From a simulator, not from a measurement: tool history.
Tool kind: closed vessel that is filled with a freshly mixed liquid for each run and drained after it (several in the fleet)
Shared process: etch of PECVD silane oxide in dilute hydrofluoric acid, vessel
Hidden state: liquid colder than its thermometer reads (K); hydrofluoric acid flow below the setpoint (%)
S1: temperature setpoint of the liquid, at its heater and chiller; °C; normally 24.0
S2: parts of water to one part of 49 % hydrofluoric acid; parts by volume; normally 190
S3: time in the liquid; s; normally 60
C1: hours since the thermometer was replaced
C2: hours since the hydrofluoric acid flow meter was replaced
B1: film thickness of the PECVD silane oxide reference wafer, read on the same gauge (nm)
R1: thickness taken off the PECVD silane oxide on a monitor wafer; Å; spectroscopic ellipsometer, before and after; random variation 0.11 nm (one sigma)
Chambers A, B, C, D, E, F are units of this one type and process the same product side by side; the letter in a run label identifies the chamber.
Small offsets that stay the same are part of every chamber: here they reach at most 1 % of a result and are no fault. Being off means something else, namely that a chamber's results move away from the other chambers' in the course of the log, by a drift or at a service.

{"run": "1A", "hour": 11.2, "S1": 24.0, "S2": 190, "S3": 60, "C1": 617.5, "C2": 2128.5, "B1": 49.997, "R1": 143.5}
{"run": "2B", "hour": 24.0, "S1": 24.0, "S2": 190, "S3": 60, "C1": 299.9, "C2": 426.5, "B1": 49.967, "R1": 142.46}
{"run": "3E", "hour": 33.2, "S1": 24.0, "S2": 190, "S3": 60, "C1": 409.4, "C2": 266.6, "B1": 49.999, "R1": 142.86}
{"run": "4C", "hour": 46.1, "S1": 24.0, "S2": 190, "S3": 60, "C1": 1768.4, "C2": 691.1, "B1": 49.994, "R1": 142.92}
{"run": "5D", "hour": 53.3, "S1": 24.0, "S2": 190, "S3": 60, "C1": 1711.7, "C2": 245.6, "B1": 50.012, "R1": 141.27}
{"run": "6F", "hour": 61.3, "S1": 24.0, "S2": 190, "S3": 60, "C1": 329.9, "C2": 1060.8, "B1": 50.005, "R1": 142.55}
{"run": "7B", "hour": 71.9, "S1": 24.0, "S2": 190, "S3": 60, "C1": 347.8, "C2": 474.4, "B1": 50.007, "R1": 140.62}
{"run": "8D", "hour": 81.6, "S1": 24.0, "S2": 190, "S3": 60, "C1": 1740.0, "C2": 273.9, "B1": 50.009, "R1": 143.02}
{"run": "9A", "hour": 94.6, "S1": 24.0, "S2": 190, "S3": 60, "C1": 700.9, "C2": 2211.9, "B1": 50.001, "R1": 142.95}
{"hour": 99.5, "done": "chamber A: hydrofluoric acid flow meter replaced"}
{"run": "10F", "hour": 102.0, "S1": 24.0, "S2": 190, "S3": 60, "C1": 370.6, "C2": 1101.5, "B1": 50.015, "R1": 141.89}
{"run": "11C", "hour": 108.7, "S1": 24.0, "S2": 190, "S3": 60, "C1": 1831.0, "C2": 753.7, "B1": 50.029, "R1": 140.67}
{"run": "12E", "hour": 118.8, "S1": 27.5, "S2": 190, "S3": 60, "C1": 495.0, "C2": 352.2, "B1": 50.015, "R1": 163.06}
{"run": "13B", "hour": 131.5, "S1": 27.5, "S2": 190, "S3": 60, "C1": 407.4, "C2": 534.0, "B1": 49.996, "R1": 160.09}
{"run": "14C", "hour": 141.3, "S1": 27.5, "S2": 190, "S3": 60, "C1": 1863.6, "C2": 786.3, "B1": 50.008, "R1": 157.69}
{"run": "15E", "hour": 154.1, "S1": 27.5, "S2": 190, "S3": 60, "C1": 530.3, "C2": 387.5, "B1": 49.985, "R1": 161.75}
{"run": "16D", "hour": 166.2, "S1": 27.5, "S2": 190, "S3": 60, "C1": 1824.6, "C2": 358.5, "B1": 49.981, "R1": 160.2}
{"run": "17F", "hour": 176.4, "S1": 27.5, "S2": 190, "S3": 60, "C1": 445.0, "C2": 1175.9, "B1": 49.966, "R1": 162.68}
{"run": "18A", "hour": 184.5, "S1": 24.0, "S2": 190, "S3": 60, "C1": 790.8, "C2": 85.1, "B1": 49.965, "R1": 143.62}
{"run": "19B", "hour": 194.8, "S1": 24.0, "S2": 190, "S3": 60, "C1": 470.7, "C2": 597.3, "B1": 49.992, "R1": 139.27}
{"run": "20C", "hour": 207.7, "S1": 24.0, "S2": 190, "S3": 60, "C1": 1930.0, "C2": 852.7, "B1": 50.001, "R1": 144.44}
{"run": "21F", "hour": 219.1, "S1": 24.0, "S2": 190, "S3": 60, "C1": 487.7, "C2": 1218.6, "B1": 50.036, "R1": 142.16}
{"run": "22A", "hour": 228.6, "S1": 24.0, "S2": 190, "S3": 60, "C1": 834.9, "C2": 129.2, "B1": 50.015, "R1": 140.0}
{"run": "23D", "hour": 238.0, "S1": 24.0, "S2": 190, "S3": 60, "C1": 1896.4, "C2": 430.3, "B1": 50.021, "R1": 140.39}
{"run": "24E", "hour": 247.0, "S1": 24.0, "S2": 190, "S3": 60, "C1": 623.2, "C2": 480.4, "B1": 49.979, "R1": 143.13}
{"run": "25A", "hour": 259.9, "S1": 21.5, "S2": 125, "S3": 60, "C1": 866.2, "C2": 160.5, "B1": 49.988, "R1": 211.31}
{"run": "26D", "hour": 271.4, "S1": 21.5, "S2": 125, "S3": 60, "C1": 1929.8, "C2": 463.7, "B1": 49.997, "R1": 209.56}
{"hour": 280.0, "done": "chamber C: hydrofluoric acid flow meter replaced"}
{"run": "27E", "hour": 285.1, "S1": 21.5, "S2": 125, "S3": 60, "C1": 661.3, "C2": 518.5, "B1": 50.009, "R1": 215.08}
{"run": "28B", "hour": 292.1, "S1": 21.5, "S2": 125, "S3": 60, "C1": 568.0, "C2": 694.6, "B1": 49.964, "R1": 204.42}
{"hour": 296.5, "done": "chamber E: hydrofluoric acid flow meter replaced"}
{"run": "29F", "hour": 298.9, "S1": 21.5, "S2": 125, "S3": 60, "C1": 567.5, "C2": 1298.4, "B1": 50.0, "R1": 213.36}
{"run": "30C", "hour": 311.8, "S1": 21.5, "S2": 125, "S3": 60, "C1": 2034.1, "C2": 31.9, "B1": 50.023, "R1": 211.4}
{"run": "31A", "hour": 320.7, "S1": 24.0, "S2": 190, "S3": 60, "C1": 927.0, "C2": 221.3, "B1": 50.017, "R1": 141.45}
{"run": "32F", "hour": 332.1, "S1": 24.0, "S2": 190, "S3": 60, "C1": 600.7, "C2": 1331.6, "B1": 50.006, "R1": 141.66}
{"run": "33B", "hour": 343.1, "S1": 24.0, "S2": 190, "S3": 60, "C1": 619.0, "C2": 745.6, "B1": 49.993, "R1": 137.4}
{"run": "34E", "hour": 355.4, "S1": 24.0, "S2": 190, "S3": 60, "C1": 731.6, "C2": 58.9, "B1": 50.017, "R1": 142.88}
{"run": "35C", "hour": 366.0, "S1": 24.0, "S2": 190, "S3": 60, "C1": 2088.3, "C2": 86.1, "B1": 49.992, "R1": 139.01}
{"run": "36D", "hour": 375.2, "S1": 20.5, "S2": 190, "S3": 60, "C1": 2033.6, "C2": 567.5, "B1": 49.996, "R1": 121.17}
{"run": "37F", "hour": 384.5, "S1": 20.5, "S2": 190, "S3": 60, "C1": 653.1, "C2": 1384.0, "B1": 50.025, "R1": 122.97}
{"run": "38E", "hour": 390.4, "S1": 20.5, "S2": 190, "S3": 60, "C1": 766.6, "C2": 93.9, "B1": 50.014, "R1": 124.79}
{"run": "39A", "hour": 397.7, "S1": 20.5, "S2": 190, "S3": 60, "C1": 1004.0, "C2": 298.3, "B1": 49.973, "R1": 124.09}
{"run": "40D", "hour": 408.9, "S1": 20.5, "S2": 190, "S3": 60, "C1": 2067.3, "C2": 601.2, "B1": 50.042, "R1": 124.45}
{"run": "41C", "hour": 415.7, "S1": 20.5, "S2": 190, "S3": 60, "C1": 2138.0, "C2": 135.8, "B1": 49.978, "R1": 123.64}
{"run": "42B", "hour": 424.6, "S1": 28.5, "S2": 270, "S3": 60, "C1": 700.5, "C2": 827.1, "B1": 49.98, "R1": 100.39}

Which is it: a chamber that has drifted or been left off by a service, a gauge drift common to all chambers, or only each chamber's usual small offset? If a chamber is off, name it and its likeliest cause.

Chamber B drifts away from the others.
Most likely cause: liquid colder than its thermometer reads (K) = 1.41.
Not necessarily distinguishable in this log from: hydrofluoric acid flow below the setpoint (%).

Chamber B could run next with any of the 4 candidate recipes listed below; each alters the usual settings, and their results appear as question marks. Which one brings its results back in line with what the other chambers deliver on the usual settings?
Allowed miss from the other chambers' usual-settings mean, per result, to count as in line: R1 4.00 Å
{"run": "43B-1", "hour": 434.4, "S1": 22.5, "S2": 190, "S3": 60, "R1": "?"}
{"run": "43B-2", "hour": 434.4, "S1": 24.0, "S2": 195, "S3": 55, "R1": "?"}
{"run": "43B-3", "hour": 434.4, "S1": 24.0, "S2": 175, "S3": 60, "R1": "?"}
{"run": "43B-4", "hour": 434.4, "S1": 25.5, "S2": 190, "S3": 60, "R1": "?"}

On the usual settings, the other chambers give on average: R1 141.68 Å
run=43B-1 R1=126.26
run=43B-2 R1=118.76
run=43B-3 R1=147.76
run=43B-4 R1=141.57
The right change is 43B-4: it brings the chamber back within the allowed miss of the others.

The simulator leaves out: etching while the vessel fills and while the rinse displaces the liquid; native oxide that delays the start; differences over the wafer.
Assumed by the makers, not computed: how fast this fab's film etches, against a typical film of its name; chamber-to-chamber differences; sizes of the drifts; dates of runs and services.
